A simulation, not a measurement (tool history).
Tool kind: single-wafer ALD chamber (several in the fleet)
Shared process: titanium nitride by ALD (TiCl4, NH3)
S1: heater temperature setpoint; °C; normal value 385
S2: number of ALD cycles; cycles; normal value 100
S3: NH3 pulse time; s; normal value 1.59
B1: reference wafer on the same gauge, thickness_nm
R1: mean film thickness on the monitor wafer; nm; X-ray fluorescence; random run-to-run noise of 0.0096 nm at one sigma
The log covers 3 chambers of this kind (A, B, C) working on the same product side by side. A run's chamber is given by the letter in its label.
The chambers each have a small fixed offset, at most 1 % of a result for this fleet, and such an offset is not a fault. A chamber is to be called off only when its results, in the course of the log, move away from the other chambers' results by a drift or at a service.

run 1C hour=13.1 | S1=385 S2=100 S3=1.59 | B1=2.1113 | R1=2.1864
run 2A hour=25.3 | S1=385 S2=100 S3=1.59 | B1=2.1116 | R1=2.1405
run 3B hour=37.6 | S1=385 S2=100 S3=1.59 | B1=2.1099 | R1=2.1680
run 4C hour=52.4 | S1=385 S2=100 S3=1.59 | B1=2.1110 | R1=2.1614
run 5A hour=62.0 | S1=385 S2=100 S3=1.59 | B1=2.1118 | R1=2.1349
run 6B hour=76.5 | S1=385 S2=117 S3=1.59 | B1=2.1115 | R1=2.5234
run 7B hour=91.3 | S1=385 S2=117 S3=1.59 | B1=2.1103 | R1=2.5460
run 8A hour=98.8 | S1=385 S2=117 S3=1.59 | B1=2.1101 | R1=2.4912
run 9C hour=108.7 | S1=385 S2=100 S3=1.59 | B1=2.1098 | R1=2.1541
run 10B hour=118.5 | S1=385 S2=100 S3=1.59 | B1=2.1103 | R1=2.1822
run 11C hour=129.1 | S1=385 S2=100 S3=1.59 | B1=2.1112 | R1=2.1699
run 12A hour=142.8 | S1=385 S2=100 S3=1.59 | B1=2.1127 | R1=2.1351
run 13A hour=151.4 | S1=385 S2=100 S3=1.59 | B1=2.1086 | R1=2.1356
run 14C hour=161.6 | S1=385 S2=100 S3=1.59 | B1=2.1103 | R1=2.1569
run 15B hour=174.5 | S1=385 S2=100 S3=1.59 | B1=2.1091 | R1=2.1806
run 16C hour=183.7 | S1=393 S2=100 S3=1.17 | B1=2.1127 | R1=2.1523
run 17A hour=195.3 | S1=393 S2=100 S3=1.17 | B1=2.1077 | R1=2.1163
run 18B hour=208.2 | S1=393 S2=100 S3=1.17 | B1=2.1119 | R1=2.1626
-- hour=214.9 chamber C: thermocouple changed; heater temperature recalibrated
run 19A hour=216.5 | S1=385 S2=100 S3=1.59 | B1=2.1066 | R1=2.1648
run 20C hour=228.2 | S1=385 S2=100 S3=1.59 | B1=2.1093 | R1=2.1668
run 21B hour=238.9 | S1=385 S2=100 S3=1.59 | B1=2.1103 | R1=2.1561
run 22A hour=247.0 | S1=385 S2=100 S3=1.59 | B1=2.1079 | R1=2.1527
run 23B hour=262.2 | S1=385 S2=100 S3=1.59 | B1=2.1093 | R1=2.1744
run 24C hour=270.7 | S1=385 S2=100 S3=1.59 | B1=2.1088 | R1=2.1660
run 25C hour=284.1 | S1=385 S2=100 S3=1.59 | B1=2.1108 | R1=2.1634
run 26B hour=295.5 | S1=385 S2=100 S3=1.59 | B1=2.1128 | R1=2.1596
run 27A hour=308.4 | S1=385 S2=100 S3=1.59 | B1=2.1090 | R1=2.1373
run 28B hour=317.6 | S1=385 S2=100 S3=1.40 | B1=2.1098 | R1=2.1541
run 29A hour=328.4 | S1=385 S2=100 S3=1.40 | B1=2.1087 | R1=2.1267
run 30C hour=339.4 | S1=385 S2=100 S3=1.40 | B1=2.1118 | R1=2.1624
run 31A hour=354.3 | S1=385 S2=100 S3=1.59 | B1=2.1108 | R1=2.1584
run 32B hour=364.0 | S1=385 S2=100 S3=1.59 | B1=2.1116 | R1=2.1887
run 33C hour=378.6 | S1=394 S2=100 S3=1.59 | B1=2.1101 | R1=2.1899
run 34C hour=394.2 | S1=394 S2=100 S3=1.59 | B1=2.1075 | R1=2.1898
run 35A hour=403.1 | S1=394 S2=100 S3=1.59 | B1=2.1106 | R1=2.1511
run 36B hour=414.1 | S1=385 S2=93 S3=1.59 | B1=2.1116 | R1=2.0385
run 37B hour=428.5 | S1=385 S2=93 S3=1.59 | B1=2.1117 | R1=2.0195
run 38C hour=437.8 | S1=385 S2=93 S3=1.59 | B1=2.1127 | R1=2.0112

All chambers now run identical settings, listed one chamber a line with results as question marks. What results will each chamber show?
run 39A hour=449.3 | S1=385 S2=100 S3=1.59 | R1=?
run 39B hour=449.3 | S1=385 S2=100 S3=1.59 | R1=?
run 39C hour=449.3 | S1=385 S2=100 S3=1.59 | R1=?

run=39A R1=2.1346
run=39B R1=2.1571
run=39C R1=2.1826

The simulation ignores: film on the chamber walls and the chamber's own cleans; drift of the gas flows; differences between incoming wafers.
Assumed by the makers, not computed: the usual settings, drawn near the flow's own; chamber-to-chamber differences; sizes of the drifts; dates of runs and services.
